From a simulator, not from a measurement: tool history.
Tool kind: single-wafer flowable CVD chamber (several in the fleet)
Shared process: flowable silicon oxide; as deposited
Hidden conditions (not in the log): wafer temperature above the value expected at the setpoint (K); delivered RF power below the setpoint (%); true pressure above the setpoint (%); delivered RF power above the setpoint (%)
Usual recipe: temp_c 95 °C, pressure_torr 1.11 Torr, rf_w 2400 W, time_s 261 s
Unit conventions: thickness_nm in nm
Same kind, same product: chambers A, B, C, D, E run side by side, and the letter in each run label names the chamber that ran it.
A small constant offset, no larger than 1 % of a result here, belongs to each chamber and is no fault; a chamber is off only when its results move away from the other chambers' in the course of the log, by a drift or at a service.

run,day,temp_c,pressure_torr,rf_w,time_s,hours since the last thermocouple change,hours since the last RF generator calibration,hours since the last manometer calibration,"read-back reference wafer on the same gauge, thickness_nm",thickness_nm
1E,0.162,95,1.11,2400,261,663.6,387.8,1532.2,280.11,285.28
2B,0.271,95,1.11,2400,261,616.9,616.8,1633.0,279.98,285.97
3D,0.375,95,1.11,2400,261,2620.8,649.7,741.5,279.87,285.85
4A,0.483,95,1.11,2400,261,548.2,1085.7,2217.9,280.14,288.27
5C,0.592,95,1.11,2400,261,524.2,1328.5,567.9,280.06,285.94
6E,0.733,95,1.11,2400,261,677.3,401.5,1545.9,279.79,285.15
7A,0.908,95,1.11,2400,284,558.4,1095.9,2228.1,280.23,310.77
8C,0.988,95,1.11,2400,284,533.7,1338.0,577.4,279.87,310.57
9B,1.079,95,1.11,2400,284,636.3,636.2,1652.4,279.99,312.49
10D,1.175,95,1.11,2400,284,2640.0,668.9,760.7,280.02,312.08
11A,1.325,95,1.11,2400,284,568.4,1105.9,2238.1,280.03,310.37
12D,1.479,95,1.11,2400,261,2647.3,676.2,768.0,279.90,287.02
13B,1.567,95,1.11,2400,261,648.0,647.9,1664.1,279.77,288.76
14C,1.679,95,1.11,2400,261,550.3,1354.6,594.0,279.83,288.76
15E,1.829,95,1.11,2400,261,703.6,427.8,1572.2,279.93,284.13
16B,1.954,95,1.11,2400,238,657.3,657.2,1673.4,279.81,263.24
17C,2.067,95,1.11,2400,238,559.6,1363.9,603.3,279.68,261.64
18A,2.229,95,1.11,2400,238,590.1,1127.6,2259.8,279.82,260.91
19D,2.321,95,1.11,2400,238,2667.5,696.4,788.2,280.07,262.68
20E,2.496,95,1.11,2400,238,719.6,443.8,1588.2,280.20,259.27
21A,2.592,95,1.11,2400,261,598.8,1136.3,2268.5,279.84,285.69
22B,2.675,95,1.11,2400,261,674.6,674.5,1690.7,279.98,287.44
23C,2.758,83,1.11,2205,261,576.2,1380.5,619.9,280.02,410.21
24E,2.904,83,1.11,2205,261,729.4,453.6,1598.0,280.10,409.41
25D,2.988,83,1.11,2205,261,2683.5,712.4,804.2,280.18,416.00
26B,3.100,83,1.11,2205,261,684.8,684.7,1700.9,280.31,418.49
27D,3.221,83,1.11,2205,261,2689.1,718.0,809.8,279.83,411.42
28E,3.300,95,1.11,2400,261,738.9,463.1,1607.5,280.03,286.22
29C,3.417,95,1.11,2400,261,592.0,1396.3,635.7,280.21,287.24
30A,3.579,95,1.11,2400,261,622.5,1160.0,2292.2,279.96,285.47

All chambers now run identical settings, listed one chamber a line with results as question marks. What results will each chamber show?
31A,3.708,95,1.11,2400,261,,,,,?
31B,3.708,95,1.11,2400,261,,,,,?
31C,3.708,95,1.11,2400,261,,,,,?
31D,3.708,95,1.11,2400,261,,,,,?
31E,3.708,95,1.11,2400,261,,,,,?

run,thickness_nm
31A,287.78
31B,288.82
31C,290.26
31D,287.66
31E,283.31

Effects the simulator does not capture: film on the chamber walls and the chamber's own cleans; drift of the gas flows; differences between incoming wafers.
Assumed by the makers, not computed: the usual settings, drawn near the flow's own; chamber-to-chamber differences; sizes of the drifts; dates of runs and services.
